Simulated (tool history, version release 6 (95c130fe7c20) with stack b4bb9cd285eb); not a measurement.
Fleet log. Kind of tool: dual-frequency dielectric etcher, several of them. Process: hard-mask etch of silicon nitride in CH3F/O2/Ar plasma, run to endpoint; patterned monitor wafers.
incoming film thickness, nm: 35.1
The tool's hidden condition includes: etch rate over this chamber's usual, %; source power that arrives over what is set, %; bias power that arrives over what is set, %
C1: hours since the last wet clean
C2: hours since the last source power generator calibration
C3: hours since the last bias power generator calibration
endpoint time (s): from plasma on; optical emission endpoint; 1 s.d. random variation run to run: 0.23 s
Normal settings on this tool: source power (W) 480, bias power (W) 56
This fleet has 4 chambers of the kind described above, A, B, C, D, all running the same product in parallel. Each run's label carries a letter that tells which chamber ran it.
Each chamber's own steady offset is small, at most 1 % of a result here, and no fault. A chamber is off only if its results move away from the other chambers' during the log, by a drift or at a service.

run 1B hour=5.0 | source_power_(W)=480 bias_power_(W)=56 | C1=323.9 C2=712.8 C3=1223.2 | endpoint_time_(s)=51.673
run 2C hour=10.2 | source_power_(W)=480 bias_power_(W)=56 | C1=345.1 C2=836.8 C3=1910.0 | endpoint_time_(s)=51.334
run 3D hour=14.9 | source_power_(W)=480 bias_power_(W)=56 | C1=131.3 C2=905.7 C3=2054.4 | endpoint_time_(s)=51.177
run 4A hour=19.1 | source_power_(W)=480 bias_power_(W)=56 | C1=256.7 C2=1420.8 C3=1224.7 | endpoint_time_(s)=51.970
run 5C hour=23.2 | source_power_(W)=480 bias_power_(W)=56 | C1=358.1 C2=849.8 C3=1923.0 | endpoint_time_(s)=50.688
run 6B hour=26.9 | source_power_(W)=370 bias_power_(W)=66 | C1=345.8 C2=734.7 C3=1245.1 | endpoint_time_(s)=54.302
run 7A hour=29.6 | source_power_(W)=370 bias_power_(W)=66 | C1=267.2 C2=1431.3 C3=1235.2 | endpoint_time_(s)=54.625
run 8D hour=33.5 | source_power_(W)=370 bias_power_(W)=66 | C1=149.9 C2=924.3 C3=2073.0 | endpoint_time_(s)=53.816
run 9B hour=38.0 | source_power_(W)=370 bias_power_(W)=66 | C1=356.9 C2=745.8 C3=1256.2 | endpoint_time_(s)=53.991
run 10A hour=41.1 | source_power_(W)=480 bias_power_(W)=56 | C1=278.7 C2=1442.8 C3=1246.7 | endpoint_time_(s)=52.011
run 11C hour=46.5 | source_power_(W)=440 bias_power_(W)=51 | C1=381.4 C2=873.1 C3=1946.3 | endpoint_time_(s)=54.570
run 12D hour=52.0 | source_power_(W)=440 bias_power_(W)=51 | C1=168.4 C2=942.8 C3=2091.5 | endpoint_time_(s)=54.836
run 13B hour=56.0 | source_power_(W)=440 bias_power_(W)=51 | C1=374.9 C2=763.8 C3=1274.2 | endpoint_time_(s)=54.863
run 14C hour=59.9 | source_power_(W)=440 bias_power_(W)=51 | C1=394.8 C2=886.5 C3=1959.7 | endpoint_time_(s)=54.095
run 15A hour=64.9 | source_power_(W)=480 bias_power_(W)=56 | C1=302.5 C2=1466.6 C3=1270.5 | endpoint_time_(s)=52.052
run 16D hour=70.6 | source_power_(W)=480 bias_power_(W)=56 | C1=187.0 C2=961.4 C3=2110.1 | endpoint_time_(s)=51.147
run 17C hour=74.7 | source_power_(W)=480 bias_power_(W)=56 | C1=409.6 C2=901.3 C3=1974.5 | endpoint_time_(s)=51.157
run 18B hour=78.1 | source_power_(W)=480 bias_power_(W)=56 | C1=397.0 C2=785.9 C3=1296.3 | endpoint_time_(s)=50.968
run 19A hour=80.7 | source_power_(W)=480 bias_power_(W)=56 | C1=318.3 C2=1482.4 C3=1286.3 | endpoint_time_(s)=51.741
run 20D hour=84.6 | source_power_(W)=530 bias_power_(W)=60 | C1=201.0 C2=975.4 C3=2124.1 | endpoint_time_(s)=48.207
run 21A hour=87.3 | source_power_(W)=530 bias_power_(W)=60 | C1=324.9 C2=1489.0 C3=1292.9 | endpoint_time_(s)=49.105
run 22C hour=92.6 | source_power_(W)=530 bias_power_(W)=60 | C1=427.5 C2=919.2 C3=1992.4 | endpoint_time_(s)=47.735
run 23D hour=95.9 | source_power_(W)=530 bias_power_(W)=60 | C1=212.3 C2=986.7 C3=2135.4 | endpoint_time_(s)=48.387
run 24B hour=99.5 | source_power_(W)=480 bias_power_(W)=56 | C1=418.4 C2=807.3 C3=1317.7 | endpoint_time_(s)=50.497
run 25D hour=102.3 | source_power_(W)=480 bias_power_(W)=56 | C1=218.7 C2=993.1 C3=2141.8 | endpoint_time_(s)=51.358
run 26A hour=107.6 | source_power_(W)=480 bias_power_(W)=56 | C1=345.2 C2=1509.3 C3=1313.2 | endpoint_time_(s)=51.484
run 27C hour=110.7 | source_power_(W)=480 bias_power_(W)=56 | C1=445.6 C2=937.3 C3=2010.5 | endpoint_time_(s)=50.775
run 28B hour=115.6 | source_power_(W)=480 bias_power_(W)=56 | C1=434.5 C2=823.4 C3=1333.8 | endpoint_time_(s)=50.523
run 29D hour=119.5 | source_power_(W)=480 bias_power_(W)=56 | C1=235.9 C2=1010.3 C3=2159.0 | endpoint_time_(s)=51.692
run 30B hour=125.0 | source_power_(W)=480 bias_power_(W)=56 | C1=443.9 C2=832.8 C3=1343.2 | endpoint_time_(s)=50.265
run 31A hour=129.2 | source_power_(W)=480 bias_power_(W)=56 | C1=366.8 C2=1530.9 C3=1334.8 | endpoint_time_(s)=52.031
run 32C hour=131.9 | source_power_(W)=480 bias_power_(W)=56 | C1=466.8 C2=958.5 C3=2031.7 | endpoint_time_(s)=51.190
run 33B hour=135.9 | source_power_(W)=480 bias_power_(W)=56 | C1=454.8 C2=843.7 C3=1354.1 | endpoint_time_(s)=50.016
run 34A hour=140.7 | source_power_(W)=480 bias_power_(W)=56 | C1=378.3 C2=1542.4 C3=1346.3 | endpoint_time_(s)=52.091
run 35C hour=145.2 | source_power_(W)=480 bias_power_(W)=56 | C1=480.1 C2=971.8 C3=2045.0 | endpoint_time_(s)=50.666
run 36D hour=149.6 | source_power_(W)=480 bias_power_(W)=56 | C1=266.0 C2=1040.4 C3=2189.1 | endpoint_time_(s)=51.520
run 37D hour=153.4 | source_power_(W)=480 bias_power_(W)=56 | C1=269.8 C2=1044.2 C3=2192.9 | endpoint_time_(s)=51.421
run 38C hour=159.0 | source_power_(W)=480 bias_power_(W)=56 | C1=493.9 C2=985.6 C3=2058.8 | endpoint_time_(s)=50.817
run 39A hour=162.7 | source_power_(W)=370 bias_power_(W)=56 | C1=400.3 C2=1564.4 C3=1368.3 | endpoint_time_(s)=57.582
run 40B hour=165.8 | source_power_(W)=370 bias_power_(W)=56 | C1=484.7 C2=873.6 C3=1384.0 | endpoint_time_(s)=55.098
run 41C hour=168.7 | source_power_(W)=370 bias_power_(W)=56 | C1=503.6 C2=995.3 C3=2068.5 | endpoint_time_(s)=56.112
run 42D hour=171.5 | source_power_(W)=370 bias_power_(W)=56 | C1=287.9 C2=1062.3 C3=2211.0 | endpoint_time_(s)=56.917

Is one chamber out of step, is the gauge drifting, or do the chambers differ by no more than their own small offsets? For an off chamber, give its letter and the likeliest cause.

Chamber B drifts away from the others.
Likeliest cause: etch rate over this chamber's usual, % = 4.44.

Below are 4 candidate recipes for chamber B's next run, each the usual settings with a change, their results shown as question marks. Which of them brings B's results back in line with what the other chambers give on the usual settings?
In line here means within this much of the mean the other chambers give on the usual settings: endpoint time (s) 0.820
run 43B-1 hour=175.6 | source_power_(W)=450 bias_power_(W)=53 | endpoint_time_(s)=?
run 43B-2 hour=175.6 | source_power_(W)=430 bias_power_(W)=51 | endpoint_time_(s)=?
run 43B-3 hour=175.6 | source_power_(W)=510 bias_power_(W)=59 | endpoint_time_(s)=?
run 43B-4 hour=175.6 | source_power_(W)=480 bias_power_(W)=68 | endpoint_time_(s)=?

Mean of the other chambers on the usual settings: endpoint time (s) 51.450
run=43B-1 endpoint_time_(s)=51.596
run=43B-2 endpoint_time_(s)=53.152
run=43B-3 endpoint_time_(s)=47.512
run=43B-4 endpoint_time_(s)=46.462
43B-1 brings the chamber back in line.

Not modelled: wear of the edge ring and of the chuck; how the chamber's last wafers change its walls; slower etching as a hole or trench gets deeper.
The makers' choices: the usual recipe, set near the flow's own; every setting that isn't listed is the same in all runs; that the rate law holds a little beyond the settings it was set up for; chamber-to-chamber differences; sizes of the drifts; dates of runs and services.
